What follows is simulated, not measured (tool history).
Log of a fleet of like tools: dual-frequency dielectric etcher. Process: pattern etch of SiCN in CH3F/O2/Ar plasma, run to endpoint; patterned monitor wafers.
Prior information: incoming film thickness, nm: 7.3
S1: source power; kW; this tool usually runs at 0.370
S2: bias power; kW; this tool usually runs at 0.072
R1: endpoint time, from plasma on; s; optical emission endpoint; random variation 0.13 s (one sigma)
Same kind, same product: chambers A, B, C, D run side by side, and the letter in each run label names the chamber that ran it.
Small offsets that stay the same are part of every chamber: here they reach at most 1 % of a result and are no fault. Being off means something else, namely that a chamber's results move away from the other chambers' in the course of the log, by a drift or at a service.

| run | day | S1 | S2 | R1 |
|---|---|---|---|---|
| 1C | 0.317 | 0.370 | 0.072 | 20.112 |
| 2D | 0.471 | 0.370 | 0.072 | 20.090 |
| 3B | 0.746 | 0.370 | 0.072 | 19.977 |
| 4A | 1.062 | 0.370 | 0.072 | 20.043 |
| 5A | 1.362 | 0.370 | 0.072 | 19.903 |
| 6C | 1.517 | 0.370 | 0.072 | 20.205 |
| 7D | 1.683 | 0.370 | 0.072 | 20.037 |
| 8B | 1.996 | 0.460 | 0.072 | 18.682 |
| 9B | 2.258 | 0.460 | 0.072 | 18.494 |
| 10A | 2.562 | 0.460 | 0.072 | 18.239 |
| 11D | 2.858 | 0.460 | 0.072 | 18.205 |
| 12C | 3.050 | 0.370 | 0.072 | 20.373 |
| 13D | 3.212 | 0.370 | 0.072 | 19.910 |
| 14A | 3.404 | 0.370 | 0.072 | 20.128 |
| 15C | 3.688 | 0.450 | 0.072 | 18.705 |
| 16B | 3.954 | 0.450 | 0.072 | 18.548 |
| 17C | 4.196 | 0.450 | 0.072 | 18.661 |
| 18D | 4.500 | 0.450 | 0.072 | 18.558 |
| 19A | 4.821 | 0.370 | 0.079 | 19.318 |
| 20B | 5.004 | 0.370 | 0.079 | 19.274 |
| 21D | 5.225 | 0.370 | 0.079 | 19.350 |
| 22B | 5.396 | 0.370 | 0.079 | 19.560 |
| 23A | 5.542 | 0.370 | 0.072 | 20.145 |
| 24C | 5.725 | 0.370 | 0.072 | 20.151 |
| 25D | 5.875 | 0.340 | 0.072 | 20.459 |
|  | 6.025 | chamber A: wet clean of the chamber |
| 26C | 6.171 | 0.340 | 0.072 | 20.891 |
| 27B | 6.483 | 0.340 | 0.072 | 20.724 |
| 28A | 6.712 | 0.340 | 0.072 | 20.678 |
| 29C | 6.862 | 0.370 | 0.072 | 20.056 |
| 30D | 7.062 | 0.370 | 0.072 | 19.924 |
| 31A | 7.312 | 0.370 | 0.072 | 19.867 |
|  | 7.512 | chamber D: wet clean of the chamber |
| 32B | 7.588 | 0.370 | 0.072 | 20.251 |
| 33A | 7.850 | 0.370 | 0.072 | 19.876 |
| 34D | 8.092 | 0.370 | 0.072 | 19.891 |
| 35B | 8.346 | 0.370 | 0.072 | 20.044 |
| 36C | 8.542 | 0.370 | 0.072 | 20.304 |
| 37A | 8.850 | 0.370 | 0.072 | 19.983 |
| 38C | 9.129 | 0.370 | 0.072 | 20.337 |
| 39B | 9.333 | 0.330 | 0.057 | 22.793 |
| 40D | 9.575 | 0.330 | 0.057 | 22.556 |
| 41C | 9.783 | 0.330 | 0.057 | 23.021 |
| 42A | 9.988 | 0.330 | 0.057 | 22.784 |
| 43B | 10.212 | 0.370 | 0.072 | 20.137 |

Each of the 4 chambers runs these same settings next. Fill in every chamber's results:
| 44A | 10.450 | 0.370 | 0.072 | ? |
| 44B | 10.450 | 0.370 | 0.072 | ? |
| 44C | 10.450 | 0.370 | 0.072 | ? |
| 44D | 10.450 | 0.370 | 0.072 | ? |

| run | R1 |
|---|---|
| 44A | 20.129 |
| 44B | 20.254 |
| 44C | 20.202 |
| 44D | 19.902 |
